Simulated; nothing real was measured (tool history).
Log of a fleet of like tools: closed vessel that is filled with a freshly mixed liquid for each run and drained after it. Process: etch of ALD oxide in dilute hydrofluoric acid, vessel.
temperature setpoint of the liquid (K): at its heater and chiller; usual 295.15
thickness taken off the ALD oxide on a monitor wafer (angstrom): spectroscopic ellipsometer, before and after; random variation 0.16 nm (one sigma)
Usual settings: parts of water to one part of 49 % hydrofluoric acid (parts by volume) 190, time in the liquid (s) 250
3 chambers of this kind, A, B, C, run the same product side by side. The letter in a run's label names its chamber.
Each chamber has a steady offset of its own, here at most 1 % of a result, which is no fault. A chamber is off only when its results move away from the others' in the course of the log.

| run | day | temperature setpoint of the liquid (K) | parts of water to one part of 49 % hydrofluoric acid (parts by volume) | time in the liquid (s) | hours since the thermometer was replaced | hours since the hydrofluoric acid flow meter was replaced | read-back film thickness of the ALD oxide reference wafer, read on the same gauge (nm) | thickness taken off the ALD oxide on a monitor wafer (angstrom) |
|---|---|---|---|---|---|---|---|---|
| 1B | 0.342 | 295.15 | 190 | 250 | 276.5 | 322.8 | 39.986 | 182.590 |
| 2C | 0.662 | 295.15 | 190 | 250 | 1649.3 | 289.0 | 40.012 | 182.220 |
| 3A | 0.875 | 295.15 | 190 | 250 | 56.0 | 464.4 | 40.023 | 181.610 |
| 4B | 1.079 | 295.15 | 190 | 250 | 294.2 | 340.5 | 39.971 | 182.520 |
| 5C | 1.250 | 295.15 | 190 | 250 | 1663.4 | 303.1 | 39.996 | 179.580 |
| 6A | 1.488 | 295.15 | 190 | 250 | 70.7 | 479.1 | 39.986 | 178.360 |
| 7A | 1.692 | 295.15 | 275 | 180 | 75.6 | 484.0 | 40.011 | 82.361 |
| 8B | 1.871 | 295.15 | 275 | 180 | 313.2 | 359.5 | 40.006 | 82.195 |
| 9C | 2.083 | 295.15 | 275 | 180 | 1683.4 | 323.1 | 39.987 | 82.845 |
| 10A | 2.292 | 295.15 | 190 | 250 | 90.0 | 498.4 | 39.983 | 182.300 |
| 11C | 2.558 | 295.15 | 190 | 250 | 1694.8 | 334.5 | 40.000 | 181.120 |
| 12B | 2.846 | 295.15 | 190 | 250 | 336.6 | 382.9 | 40.031 | 180.540 |
| 13C | 3.025 | 295.15 | 190 | 250 | 1706.0 | 345.7 | 40.013 | 184.170 |
| 14A | 3.333 | 295.15 | 190 | 250 | 115.0 | 523.4 | 39.979 | 181.500 |
| 15B | 3.504 | 295.15 | 190 | 250 | 352.4 | 398.7 | 39.988 | 182.720 |
| 16C | 3.846 | 295.15 | 190 | 250 | 1725.7 | 365.4 | 40.009 | 184.510 |
| 17A | 4.183 | 295.15 | 190 | 250 | 135.4 | 543.8 | 39.988 | 184.250 |
| 18B | 4.412 | 293.65 | 235 | 250 | 374.2 | 420.5 | 40.041 | 131.120 |
| 19A | 4.758 | 293.65 | 235 | 250 | 149.2 | 557.6 | 40.028 | 137.420 |
| 20C | 5.000 | 293.65 | 235 | 250 | 1753.4 | 393.1 | 40.029 | 133.160 |
| 21B | 5.254 | 295.15 | 190 | 250 | 394.4 | 440.7 | 40.017 | 180.400 |
| 22B | 5.604 | 295.15 | 190 | 250 | 402.8 | 449.1 | 39.989 | 179.130 |
| 23C | 5.792 | 295.15 | 190 | 250 | 1772.4 | 412.1 | 39.994 | 183.170 |
| 24A | 6.096 | 295.15 | 190 | 250 | 181.3 | 589.7 | 40.025 | 190.030 |

What goes on in this fleet: one chamber off, a drifting gauge, or nothing beyond the chambers' own small offsets? Name the chamber and the cause, if any.

Chamber A drifts away from the others.
Cause: hydrofluoric acid flow above the setpoint (%) = 5.56.
The log may not tell that from: liquid hotter than its thermometer reads (K).

Here are 4 candidates for chamber A's next run, each the usual settings with a change, their results left as question marks. Which one brings its results back in line with what the others give on the usual settings?
In line means no further than this from the other chambers' mean on the usual settings: thickness taken off the ALD oxide on a monitor wafer (angstrom) 5.800
| 25A-1 | 6.371 | 295.15 | 180 | 265 |  |  |  | ? |
| 25A-2 | 6.371 | 295.15 | 180 | 250 |  |  |  | ? |
| 25A-3 | 6.371 | 295.15 | 190 | 235 |  |  |  | ? |
| 25A-4 | 6.371 | 295.15 | 200 | 235 |  |  |  | ? |

The other chambers' mean on the usual settings: thickness taken off the ALD oxide on a monitor wafer (angstrom) 181.670
| run | thickness taken off the ALD oxide on a monitor wafer (angstrom) |
|---|---|
| 25A-1 | 216.800 |
| 25A-2 | 204.520 |
| 25A-3 | 180.410 |
| 25A-4 | 169.790 |
25A-3 brings the chamber back in line.

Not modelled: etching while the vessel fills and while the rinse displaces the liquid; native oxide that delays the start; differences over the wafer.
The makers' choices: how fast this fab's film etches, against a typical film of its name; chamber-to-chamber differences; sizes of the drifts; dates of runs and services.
